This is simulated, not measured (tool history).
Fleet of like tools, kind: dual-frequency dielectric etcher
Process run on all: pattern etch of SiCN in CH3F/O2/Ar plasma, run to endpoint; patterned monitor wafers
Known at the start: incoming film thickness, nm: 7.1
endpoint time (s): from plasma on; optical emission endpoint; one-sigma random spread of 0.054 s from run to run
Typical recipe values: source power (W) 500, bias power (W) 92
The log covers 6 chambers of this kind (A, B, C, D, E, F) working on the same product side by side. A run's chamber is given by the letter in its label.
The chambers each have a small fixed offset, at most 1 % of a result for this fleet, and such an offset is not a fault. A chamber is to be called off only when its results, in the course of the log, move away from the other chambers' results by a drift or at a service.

run   hour  source power (W)  bias power (W)  endpoint time (s)
 1A    3.6               500              92             15.916
 2F    9.7               500              92             15.796
      11.5  -- chamber E: wet clean of the chamber
 3E   16.4               500              92             15.983
 4C   23.8               500              92             15.880
 5D   28.8               500              92             16.014
      31.3  -- chamber F: wet clean of the chamber
 6B   33.7               500              92             15.978
 7F   40.4               500              92             15.760
 8A   46.1               500              92             15.979
 9B   50.5               500              92             16.022
10C   55.9               500              92             15.934
11E   62.8               460              72             18.147
12D   68.0               460              72             18.040
13B   75.0               460              72             17.996
14A   79.1               460              72             17.989
15F   86.0               460              72             17.779
16D   92.7               460              72             18.109
      97.9  -- chamber D: wet clean of the chamber
17C   99.2               560              92             15.289
18E  105.3               560              92             15.488
19A  112.1               560              92             15.196
20B  117.1               560              92             15.321
21C  122.3               560              92             15.291
22D  127.4               560              92             15.374
23E  131.7               500              92             15.979
24F  135.3               500              92             15.911
25B  141.4               500              92             15.912
26D  145.4               500              92             16.024
27F  153.6               500              92             15.873
28C  160.1               400              84             17.847
29E  166.5               400              84             18.106
30A  173.1               400              84             17.545
31A  178.1               400              84             17.688
32D  184.3               400              84             18.009
33E  188.4               400              84             18.072
34C  192.4               500              92             15.920
35F  197.7               460             100             15.799
36B  201.5               460             100             15.958
37D  209.3               460             100             16.000
38C  214.4               460             100             15.979

For the next run the whole fleet of 6 chambers uses the same settings. Give each chamber's results:
39A  220.2               500             113                  ?
39B  220.2               500             113                  ?
39C  220.2               500             113                  ?
39D  220.2               500             113                  ?
39E  220.2               500             113                  ?
39F  220.2               500             113                  ?

run  endpoint time (s)
39A             14.369
39B             14.799
39C             14.744
39D             14.861
39E             14.814
39F             14.633
